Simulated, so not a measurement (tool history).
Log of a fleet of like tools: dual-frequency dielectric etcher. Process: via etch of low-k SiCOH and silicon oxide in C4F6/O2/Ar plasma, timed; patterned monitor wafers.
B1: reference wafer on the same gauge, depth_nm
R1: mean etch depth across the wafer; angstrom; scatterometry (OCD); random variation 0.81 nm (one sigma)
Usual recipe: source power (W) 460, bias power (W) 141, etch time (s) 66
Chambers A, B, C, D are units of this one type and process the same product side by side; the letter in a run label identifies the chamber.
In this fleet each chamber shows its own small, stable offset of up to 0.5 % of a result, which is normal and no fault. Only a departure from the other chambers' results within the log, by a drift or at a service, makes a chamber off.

{"run": "1C", "hour": 8.9, "source power (W)": 460, "bias power (W)": 141, "etch time (s)": 66, "B1": 198.88, "R1": 1693.0}
{"run": "2A", "hour": 16.2, "source power (W)": 460, "bias power (W)": 141, "etch time (s)": 66, "B1": 198.95, "R1": 1691.7}
{"run": "3D", "hour": 27.5, "source power (W)": 460, "bias power (W)": 141, "etch time (s)": 66, "B1": 199.1, "R1": 1664.5}
{"run": "4B", "hour": 39.4, "source power (W)": 460, "bias power (W)": 141, "etch time (s)": 66, "B1": 198.82, "R1": 1701.0}
{"run": "5A", "hour": 45.2, "source power (W)": 460, "bias power (W)": 141, "etch time (s)": 66, "B1": 198.96, "R1": 1691.3}
{"run": "6C", "hour": 55.2, "source power (W)": 460, "bias power (W)": 141, "etch time (s)": 66, "B1": 198.97, "R1": 1683.0}
{"run": "7B", "hour": 61.2, "source power (W)": 460, "bias power (W)": 141, "etch time (s)": 66, "B1": 199.15, "R1": 1698.0}
{"run": "8D", "hour": 67.7, "source power (W)": 460, "bias power (W)": 154, "etch time (s)": 66, "B1": 199.05, "R1": 1738.7}
{"run": "9D", "hour": 78.6, "source power (W)": 460, "bias power (W)": 154, "etch time (s)": 66, "B1": 198.93, "R1": 1716.8}
{"run": "10C", "hour": 87.1, "source power (W)": 460, "bias power (W)": 154, "etch time (s)": 66, "B1": 199.07, "R1": 1723.9}
{"run": "11A", "hour": 98.0, "source power (W)": 460, "bias power (W)": 154, "etch time (s)": 66, "B1": 199.2, "R1": 1729.2}
{"run": "12B", "hour": 108.3, "source power (W)": 460, "bias power (W)": 141, "etch time (s)": 66, "B1": 199.09, "R1": 1696.6}
{"run": "13D", "hour": 118.8, "source power (W)": 460, "bias power (W)": 141, "etch time (s)": 66, "B1": 198.98, "R1": 1685.9}
{"run": "14A", "hour": 126.3, "source power (W)": 460, "bias power (W)": 164, "etch time (s)": 66, "B1": 199.01, "R1": 1768.2}
{"hour": 130.0, "done": "chamber B: wet clean of the chamber"}
{"run": "15C", "hour": 133.7, "source power (W)": 460, "bias power (W)": 164, "etch time (s)": 66, "B1": 198.91, "R1": 1781.3}
{"run": "16B", "hour": 145.6, "source power (W)": 460, "bias power (W)": 164, "etch time (s)": 66, "B1": 198.89, "R1": 1765.6}
{"run": "17B", "hour": 155.3, "source power (W)": 460, "bias power (W)": 164, "etch time (s)": 66, "B1": 199.13, "R1": 1773.6}
{"run": "18A", "hour": 165.0, "source power (W)": 460, "bias power (W)": 141, "etch time (s)": 66, "B1": 198.78, "R1": 1697.0}
{"run": "19D", "hour": 174.8, "source power (W)": 460, "bias power (W)": 141, "etch time (s)": 66, "B1": 198.87, "R1": 1671.9}
{"run": "20C", "hour": 186.8, "source power (W)": 460, "bias power (W)": 141, "etch time (s)": 66, "B1": 198.59, "R1": 1668.5}
{"run": "21A", "hour": 199.1, "source power (W)": 460, "bias power (W)": 141, "etch time (s)": 66, "B1": 198.81, "R1": 1681.6}
{"run": "22D", "hour": 204.7, "source power (W)": 460, "bias power (W)": 141, "etch time (s)": 66, "B1": 199.04, "R1": 1685.2}
{"run": "23C", "hour": 211.4, "source power (W)": 460, "bias power (W)": 141, "etch time (s)": 66, "B1": 198.98, "R1": 1685.6}
{"run": "24B", "hour": 221.7, "source power (W)": 460, "bias power (W)": 110, "etch time (s)": 58, "B1": 198.81, "R1": 1392.1}
{"hour": 229.2, "done": "chamber D: wet clean of the chamber"}
{"run": "25C", "hour": 229.2, "source power (W)": 460, "bias power (W)": 110, "etch time (s)": 58, "B1": 199.0, "R1": 1374.9}
{"run": "26B", "hour": 239.4, "source power (W)": 460, "bias power (W)": 110, "etch time (s)": 58, "B1": 198.96, "R1": 1399.8}
{"run": "27A", "hour": 250.4, "source power (W)": 460, "bias power (W)": 110, "etch time (s)": 58, "B1": 199.06, "R1": 1389.1}
{"run": "28D", "hour": 263.1, "source power (W)": 460, "bias power (W)": 141, "etch time (s)": 66, "B1": 198.86, "R1": 1672.6}
{"hour": 271.2, "done": "chamber C: wet clean of the chamber"}
{"run": "29D", "hour": 273.4, "source power (W)": 460, "bias power (W)": 141, "etch time (s)": 66, "B1": 198.97, "R1": 1679.9}
{"run": "30A", "hour": 282.4, "source power (W)": 460, "bias power (W)": 141, "etch time (s)": 66, "B1": 199.06, "R1": 1701.0}
{"run": "31C", "hour": 293.4, "source power (W)": 460, "bias power (W)": 141, "etch time (s)": 66, "B1": 198.88, "R1": 1685.1}
{"run": "32B", "hour": 306.0, "source power (W)": 460, "bias power (W)": 141, "etch time (s)": 66, "B1": 198.86, "R1": 1694.0}
{"run": "33A", "hour": 317.7, "source power (W)": 460, "bias power (W)": 141, "etch time (s)": 66, "B1": 198.8, "R1": 1716.2}
{"run": "34B", "hour": 323.5, "source power (W)": 460, "bias power (W)": 141, "etch time (s)": 66, "B1": 198.8, "R1": 1700.9}

All chambers now run identical settings, listed one chamber a line with results as question marks. What results will each chamber show?
{"run": "35A", "hour": 332.6, "source power (W)": 460, "bias power (W)": 158, "etch time (s)": 66, "R1": "?"}
{"run": "35B", "hour": 332.6, "source power (W)": 460, "bias power (W)": 158, "etch time (s)": 66, "R1": "?"}
{"run": "35C", "hour": 332.6, "source power (W)": 460, "bias power (W)": 158, "etch time (s)": 66, "R1": "?"}
{"run": "35D", "hour": 332.6, "source power (W)": 460, "bias power (W)": 158, "etch time (s)": 66, "R1": "?"}

run=35A R1=1749.6
run=35B R1=1760.0
run=35C R1=1740.1
run=35D R1=1737.4

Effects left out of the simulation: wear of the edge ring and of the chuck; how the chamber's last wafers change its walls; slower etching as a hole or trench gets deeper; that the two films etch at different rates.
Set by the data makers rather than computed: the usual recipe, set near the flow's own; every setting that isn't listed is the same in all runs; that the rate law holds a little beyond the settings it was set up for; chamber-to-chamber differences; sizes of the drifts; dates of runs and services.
